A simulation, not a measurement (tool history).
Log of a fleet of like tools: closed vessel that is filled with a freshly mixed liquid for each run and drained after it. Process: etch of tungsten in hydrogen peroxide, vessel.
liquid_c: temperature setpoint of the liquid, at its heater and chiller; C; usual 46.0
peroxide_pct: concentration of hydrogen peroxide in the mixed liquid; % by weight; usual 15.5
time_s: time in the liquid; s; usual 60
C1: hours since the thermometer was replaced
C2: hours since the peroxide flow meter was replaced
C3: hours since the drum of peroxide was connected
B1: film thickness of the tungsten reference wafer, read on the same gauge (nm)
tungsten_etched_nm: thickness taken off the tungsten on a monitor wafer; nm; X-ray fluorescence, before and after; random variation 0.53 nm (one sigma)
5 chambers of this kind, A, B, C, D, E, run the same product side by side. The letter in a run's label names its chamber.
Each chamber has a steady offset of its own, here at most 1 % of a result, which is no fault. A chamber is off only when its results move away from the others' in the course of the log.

run 1E day=0.333 | liquid_c=46.0 peroxide_pct=15.5 time_s=60 | C1=204.2 C2=731.3 C3=175.6 | B1=40.002 | tungsten_etched_nm=57.759
run 2D day=0.746 | liquid_c=46.0 peroxide_pct=15.5 time_s=60 | C1=443.1 C2=208.7 C3=371.9 | B1=40.016 | tungsten_etched_nm=59.309
run 3B day=0.996 | liquid_c=46.0 peroxide_pct=15.5 time_s=60 | C1=1276.9 C2=267.1 C3=190.4 | B1=40.011 | tungsten_etched_nm=58.481
run 4C day=1.300 | liquid_c=46.0 peroxide_pct=15.5 time_s=60 | C1=2368.0 C2=1291.4 C3=75.5 | B1=40.000 | tungsten_etched_nm=58.180
run 5A day=1.688 | liquid_c=46.0 peroxide_pct=15.5 time_s=60 | C1=495.9 C2=221.0 C3=579.4 | B1=40.020 | tungsten_etched_nm=58.365
run 6B day=1.942 | liquid_c=46.0 peroxide_pct=15.5 time_s=60 | C1=1299.6 C2=289.8 C3=213.1 | B1=39.988 | tungsten_etched_nm=58.594
run 7E day=2.388 | liquid_c=46.0 peroxide_pct=15.5 time_s=60 | C1=253.5 C2=780.6 C3=224.9 | B1=39.988 | tungsten_etched_nm=58.320
run 8C day=2.838 | liquid_c=46.0 peroxide_pct=15.5 time_s=60 | C1=2404.9 C2=1328.3 C3=112.4 | B1=40.001 | tungsten_etched_nm=58.550
-- day=3.100 chamber C: thermometer replaced
run 9A day=3.250 | liquid_c=46.0 peroxide_pct=15.5 time_s=60 | C1=533.4 C2=258.5 C3=616.9 | B1=39.992 | tungsten_etched_nm=57.075
run 10D day=3.729 | liquid_c=46.0 peroxide_pct=15.5 time_s=60 | C1=514.7 C2=280.3 C3=443.5 | B1=40.010 | tungsten_etched_nm=58.396
run 11E day=4.171 | liquid_c=46.0 peroxide_pct=15.5 time_s=60 | C1=296.3 C2=823.4 C3=267.7 | B1=40.034 | tungsten_etched_nm=57.892
run 12A day=4.650 | liquid_c=46.0 peroxide_pct=15.5 time_s=60 | C1=567.0 C2=292.1 C3=650.5 | B1=40.000 | tungsten_etched_nm=56.582
run 13B day=5.146 | liquid_c=46.0 peroxide_pct=15.5 time_s=60 | C1=1376.5 C2=366.7 C3=290.0 | B1=40.010 | tungsten_etched_nm=57.576
run 14D day=5.500 | liquid_c=46.0 peroxide_pct=15.5 time_s=60 | C1=557.2 C2=322.8 C3=486.0 | B1=40.020 | tungsten_etched_nm=57.904
run 15C day=5.817 | liquid_c=46.0 peroxide_pct=15.5 time_s=60 | C1=65.2 C2=1399.8 C3=183.9 | B1=39.982 | tungsten_etched_nm=58.208
run 16D day=6.188 | liquid_c=46.0 peroxide_pct=15.5 time_s=60 | C1=573.7 C2=339.3 C3=502.5 | B1=39.999 | tungsten_etched_nm=58.818
run 17B day=6.667 | liquid_c=46.0 peroxide_pct=15.5 time_s=60 | C1=1413.0 C2=403.2 C3=326.5 | B1=39.987 | tungsten_etched_nm=58.145
run 18E day=6.983 | liquid_c=46.0 peroxide_pct=15.5 time_s=60 | C1=363.8 C2=890.9 C3=335.2 | B1=39.997 | tungsten_etched_nm=57.609
run 19A day=7.333 | liquid_c=46.0 peroxide_pct=15.5 time_s=60 | C1=631.4 C2=356.5 C3=714.9 | B1=40.007 | tungsten_etched_nm=55.905
run 20C day=7.792 | liquid_c=46.0 peroxide_pct=15.5 time_s=60 | C1=112.6 C2=1447.2 C3=231.3 | B1=39.998 | tungsten_etched_nm=58.018
run 21C day=8.304 | liquid_c=46.0 peroxide_pct=15.5 time_s=60 | C1=124.9 C2=1459.5 C3=243.6 | B1=39.972 | tungsten_etched_nm=58.793
run 22E day=8.592 | liquid_c=46.0 peroxide_pct=15.5 time_s=60 | C1=402.4 C2=929.5 C3=373.8 | B1=40.027 | tungsten_etched_nm=58.403
run 23A day=8.992 | liquid_c=46.0 peroxide_pct=15.5 time_s=60 | C1=671.2 C2=396.3 C3=754.7 | B1=40.006 | tungsten_etched_nm=55.899
run 24B day=9.233 | liquid_c=46.0 peroxide_pct=15.5 time_s=60 | C1=1474.6 C2=464.8 C3=388.1 | B1=39.956 | tungsten_etched_nm=57.455
run 25D day=9.662 | liquid_c=46.0 peroxide_pct=15.5 time_s=60 | C1=657.1 C2=422.7 C3=585.9 | B1=39.995 | tungsten_etched_nm=59.100
run 26D day=10.017 | liquid_c=46.0 peroxide_pct=15.5 time_s=60 | C1=665.6 C2=431.2 C3=594.4 | B1=40.009 | tungsten_etched_nm=58.434
run 27E day=10.458 | liquid_c=46.0 peroxide_pct=15.5 time_s=60 | C1=447.2 C2=974.3 C3=418.6 | B1=40.004 | tungsten_etched_nm=57.851
run 28C day=10.746 | liquid_c=46.0 peroxide_pct=15.5 time_s=60 | C1=183.5 C2=1518.1 C3=302.2 | B1=39.983 | tungsten_etched_nm=58.201
-- day=10.883 chamber E: peroxide flow meter replaced
run 29A day=11.167 | liquid_c=46.0 peroxide_pct=15.5 time_s=60 | C1=723.4 C2=448.5 C3=806.9 | B1=40.001 | tungsten_etched_nm=54.404
run 30B day=11.429 | liquid_c=46.0 peroxide_pct=15.5 time_s=70 | C1=1527.3 C2=517.5 C3=440.8 | B1=39.998 | tungsten_etched_nm=67.319
run 31A day=11.712 | liquid_c=46.0 peroxide_pct=15.5 time_s=70 | C1=736.5 C2=461.6 C3=820.0 | B1=39.982 | tungsten_etched_nm=63.738
-- day=11.917 chamber D: peroxide flow meter replaced
run 32C day=12.138 | liquid_c=46.0 peroxide_pct=15.5 time_s=70 | C1=216.9 C2=1551.5 C3=335.6 | B1=40.020 | tungsten_etched_nm=68.242
-- day=12.325 chamber B: thermometer replaced
run 33E day=12.592 | liquid_c=46.0 peroxide_pct=15.5 time_s=70 | C1=498.4 C2=41.1 C3=469.8 | B1=39.995 | tungsten_etched_nm=67.690
run 34B day=13.004 | liquid_c=46.0 peroxide_pct=15.5 time_s=70 | C1=16.3 C2=555.3 C3=478.6 | B1=40.002 | tungsten_etched_nm=66.753
run 35D day=13.421 | liquid_c=51.5 peroxide_pct=15.5 time_s=60 | C1=747.3 C2=36.1 C3=676.1 | B1=39.991 | tungsten_etched_nm=81.194
run 36C day=13.725 | liquid_c=51.5 peroxide_pct=15.5 time_s=60 | C1=255.0 C2=1589.6 C3=373.7 | B1=40.026 | tungsten_etched_nm=82.328
run 37D day=14.192 | liquid_c=51.5 peroxide_pct=15.5 time_s=60 | C1=765.8 C2=54.6 C3=694.6 | B1=40.006 | tungsten_etched_nm=82.269
run 38A day=14.504 | liquid_c=51.5 peroxide_pct=15.5 time_s=60 | C1=803.5 C2=528.6 C3=887.0 | B1=39.986 | tungsten_etched_nm=74.844
run 39E day=14.800 | liquid_c=51.5 peroxide_pct=15.5 time_s=60 | C1=551.4 C2=94.1 C3=522.8 | B1=39.988 | tungsten_etched_nm=81.202
run 40B day=15.288 | liquid_c=55.5 peroxide_pct=15.5 time_s=60 | C1=71.1 C2=610.1 C3=533.4 | B1=40.012 | tungsten_etched_nm=102.460

All 5 chambers run these settings next. Forecast each chamber's results:
run 41A day=15.658 | liquid_c=42.0 peroxide_pct=15.5 time_s=60 | tungsten_etched_nm=?
run 41B day=15.658 | liquid_c=42.0 peroxide_pct=15.5 time_s=60 | tungsten_etched_nm=?
run 41C day=15.658 | liquid_c=42.0 peroxide_pct=15.5 time_s=60 | tungsten_etched_nm=?
run 41D day=15.658 | liquid_c=42.0 peroxide_pct=15.5 time_s=60 | tungsten_etched_nm=?
run 41E day=15.658 | liquid_c=42.0 peroxide_pct=15.5 time_s=60 | tungsten_etched_nm=?

run=41A tungsten_etched_nm=40.398
run=41B tungsten_etched_nm=45.297
run=41C tungsten_etched_nm=45.074
run=41D tungsten_etched_nm=45.520
run=41E tungsten_etched_nm=45.101
